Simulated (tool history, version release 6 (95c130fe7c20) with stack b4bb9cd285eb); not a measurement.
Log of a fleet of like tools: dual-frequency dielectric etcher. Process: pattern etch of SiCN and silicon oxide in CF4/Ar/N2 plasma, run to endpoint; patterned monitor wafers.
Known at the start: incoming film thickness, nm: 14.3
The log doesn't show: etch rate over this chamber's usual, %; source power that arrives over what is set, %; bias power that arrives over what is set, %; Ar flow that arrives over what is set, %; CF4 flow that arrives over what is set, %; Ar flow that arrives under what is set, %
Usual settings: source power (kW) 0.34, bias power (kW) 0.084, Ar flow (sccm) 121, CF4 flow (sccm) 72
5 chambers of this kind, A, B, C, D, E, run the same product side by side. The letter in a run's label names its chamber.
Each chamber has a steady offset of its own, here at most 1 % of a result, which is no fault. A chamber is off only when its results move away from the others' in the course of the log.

run	hour	source power (kW)	bias power (kW)	Ar flow (sccm)	CF4 flow (sccm)	hours since the last wet clean	hours since the last source power generator calibration	hours since the last bias power generator calibration	hours since the last Ar flow controller change	hours since the last CF4 flow controller change	endpoint time (s)
1D	7.8	0.34	0.084	121	72	208.8	329.4	155.4	243.4	4558.8	20.421
2E	14.1	0.34	0.084	121	72	208.6	1600.3	3205.9	1463.1	4416.4	20.46
3A	22.9	0.34	0.084	121	72	211.4	3018.3	1051.1	90.1	1279.7	20.405
4C	31.5	0.34	0.084	121	72	237	469.1	1202.9	2497.8	4271.7	20.473
5B	37.4	0.34	0.084	121	72	298.5	73.6	3966.7	88.7	4028.9	20.69
6A	44.5	0.34	0.084	121	72	233	3039.9	1072.7	111.7	1301.3	20.624
7C	53.8	0.34	0.084	121	72	259.3	491.4	1225.2	2520.1	4294	20.79
8E	63.3	0.34	0.084	121	72	257.8	1649.5	3255.1	1512.3	4465.6	20.74
9D	70	0.34	0.084	121	72	271	391.6	217.6	305.6	4621	20.453
10B	76.4	0.34	0.084	121	72	337.5	112.6	4005.7	127.7	4067.9	21.042
11A	85.9	0.34	0.084	121	72	274.4	3081.3	1114.1	153.1	1342.7	20.76
12C	95.5	0.34	0.084	121	72	301	533.1	1266.9	2561.8	4335.7	20.69
# hour 97.1: chamber B: bias power generator calibrated
13E	103.5	0.34	0.084	121	72	298	1689.7	3295.3	1552.5	4505.8	20.62
14D	108.8	0.34	0.084	121	72	309.8	430.4	256.4	344.4	4659.8	20.606
15B	114.6	0.34	0.084	121	72	375.7	150.8	17.5	165.9	4106.1	20.998
16E	119.6	0.34	0.084	121	72	314.1	1705.8	3311.4	1568.6	4521.9	20.523
17A	128.7	0.34	0.084	121	72	317.2	3124.1	1156.9	195.9	1385.5	20.671
# hour 132.7: chamber A: source power generator calibrated
18B	135.9	0.34	0.084	121	72	397	172.1	38.8	187.2	4127.4	20.91
19C	142.4	0.34	0.084	121	72	347.9	580	1313.8	2608.7	4382.6	20.74
20D	147.9	0.34	0.084	121	72	348.9	469.5	295.5	383.5	4698.9	20.437
21C	155.2	0.34	0.084	121	72	360.7	592.8	1326.6	2621.5	4395.4	20.754
22A	160.7	0.34	0.084	121	72	349.2	28	1188.9	227.9	1417.5	20.415
23B	169.9	0.34	0.084	121	72	431	206.1	72.8	221.2	4161.4	20.595
24E	177.8	0.34	0.084	121	72	372.3	1764	3369.6	1626.8	4580.1	20.979
25D	184.6	0.34	0.084	121	72	385.6	506.2	332.2	420.2	4735.6	20.485
# hour 189.5: chamber C: wet clean of the chamber
26B	192.7	0.34	0.096	121	88	453.8	228.9	95.6	244	4184.2	19.316
27E	202.2	0.34	0.096	121	88	396.7	1788.4	3394	1651.2	4604.5	19.242
28C	209.6	0.34	0.096	121	88	20.2	647.2	1381	2675.9	4449.8	19.396
29D	218.9	0.34	0.096	121	88	419.9	540.5	366.5	454.5	4769.9	19.035
30A	228.1	0.34	0.096	121	88	416.6	95.4	1256.3	295.3	1484.9	18.581
31C	234.1	0.4	0.084	121	72	44.7	671.7	1405.5	2700.4	4474.3	18.013
32A	240.1	0.4	0.084	121	72	428.6	107.4	1268.3	307.3	1496.9	17.237
33B	248.3	0.4	0.084	121	72	509.4	284.5	151.2	299.6	4239.8	18.24
34D	253.1	0.4	0.084	121	72	454.1	574.7	400.7	488.7	4804.1	17.612
35E	261.6	0.4	0.084	121	72	456.1	1847.8	3453.4	1710.6	4663.9	17.982

Next, every chamber runs the same settings. What will each give?
36A	268.8	0.34	0.084	121	72						?
36B	268.8	0.34	0.084	121	72						?
36C	268.8	0.34	0.084	121	72						?
36D	268.8	0.34	0.084	121	72						?
36E	268.8	0.34	0.084	121	72						?

run	endpoint time (s)
36A	19.737
36B	20.784
36C	20.88
36D	20.408
36E	20.614

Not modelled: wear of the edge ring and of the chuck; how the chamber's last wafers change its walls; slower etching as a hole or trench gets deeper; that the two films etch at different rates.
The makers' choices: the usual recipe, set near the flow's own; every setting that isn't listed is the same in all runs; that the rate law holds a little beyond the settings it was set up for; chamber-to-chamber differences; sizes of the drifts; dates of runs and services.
